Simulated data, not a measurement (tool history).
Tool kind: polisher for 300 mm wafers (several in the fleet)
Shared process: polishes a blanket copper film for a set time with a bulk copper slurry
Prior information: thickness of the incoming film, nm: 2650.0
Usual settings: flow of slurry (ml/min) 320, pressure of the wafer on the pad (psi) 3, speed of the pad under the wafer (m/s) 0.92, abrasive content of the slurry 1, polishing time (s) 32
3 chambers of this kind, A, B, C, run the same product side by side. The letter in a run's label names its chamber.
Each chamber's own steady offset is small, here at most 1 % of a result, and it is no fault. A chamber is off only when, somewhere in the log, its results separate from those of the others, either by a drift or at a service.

run,hour,flow of slurry (ml/min),pressure of the wafer on the pad (psi),speed of the pad under the wafer (m/s),abrasive content of the slurry,polishing time (s),film removed (Å)
# hour 0.9: chamber B: worn pad replaced by a new one
1C,5,320,3,0.92,1,32,3176.2
2B,12.6,320,3,0.92,1,32,3183.8
3A,17.7,320,3,0.92,1,32,3185.6
4B,23.7,320,3,0.92,1,32,3160.3
5A,30.6,320,3,0.92,1,32,3161.3
6C,37.7,320,3,0.92,1,32,3120.9
7A,45.4,320,3.8,0.92,1,32,4029.5
# hour 46.5: chamber C: worn pad replaced by a new one
8B,51.6,320,3.8,0.92,1,32,4010.1
# hour 61.2: chamber A: worn pad replaced by a new one
9C,62.4,320,3.8,0.92,1,32,4034.4
# hour 63: chamber B: worn pad replaced by a new one
10C,69.3,320,3,0.92,1,32,3196
11A,75.9,320,3,0.92,1,32,3115.6
12B,87.1,320,3,0.92,1,32,3187.1
13B,95.2,320,3,0.92,1,32,3080.7
14C,101,320,3,0.92,1,32,3216.8
15A,109,410,3,1.14,1,32,3985.9
16B,116.1,410,3,1.14,1,32,3925.1
# hour 119.9: chamber C: worn pad replaced by a new one
17A,122.3,410,3,1.14,1,32,3999.4
# hour 123.2: chamber B: worn pad replaced by a new one
# hour 132.3: chamber A: worn pad replaced by a new one
18C,132.6,320,3,0.92,1,32,3145.6
# hour 140.6: chamber A: head pressure recalibrated
19B,141.1,320,3,0.92,1,32,3146.2
20C,151.5,320,3,0.92,1,32,3192
21A,156.3,320,3,0.92,1,32,3126.1
# hour 160.7: chamber A: slurry nozzle cleaned
22A,162.6,360,3,0.92,1,32,3175.1
23C,171.9,360,3,0.92,1,32,3206.8
24B,183.1,360,3,0.92,1,32,3101.3
# hour 186.2: chamber B: worn pad replaced by a new one
25B,192.3,320,3,0.92,1,32,3158
# hour 200.4: chamber A: worn pad replaced by a new one
# hour 201.3: chamber C: worn pad replaced by a new one
# hour 202.5: chamber B: slurry blender recalibrated
26A,202.9,320,3,0.92,1,32,3137.2
27C,213.6,320,3,0.92,1,32,3180.2
28C,220.7,320,3,0.92,1,32,3151.5
29A,227.1,320,3,0.92,1,32,3170.3
30B,235.7,320,3,0.92,1,32,3114.6
31B,244.5,320,3,0.92,1,32,3151.7
# hour 247.6: chamber B: worn pad replaced by a new one
# hour 250.8: chamber C: slurry blender recalibrated
# hour 251.7: chamber A: slurry blender recalibrated
32A,254.6,320,3,0.92,1,32,3080.2
33C,262.7,320,3,0.92,1,32,3157.9
34C,269.7,320,3,1.02,1,32,3546.2
35B,279.7,320,3,1.02,1,32,3457.9
# hour 279.8: chamber A: worn pad replaced by a new one
36A,284.8,320,3,1.02,1,32,3481.3
# hour 285.4: chamber C: worn pad replaced by a new one
37A,292.3,320,3,0.92,1,32,3160.1
38C,303.3,320,3,0.92,1,32,3172.1

Decide between three cases: one chamber stands off from its peers, the gauge reading all wafers drifts, or nothing is wrong past each chamber's small offset. Where a chamber is off, say which and what most likely put it there.

All chambers stay in line apart from their small fixed offsets, and the gauge does not drift.
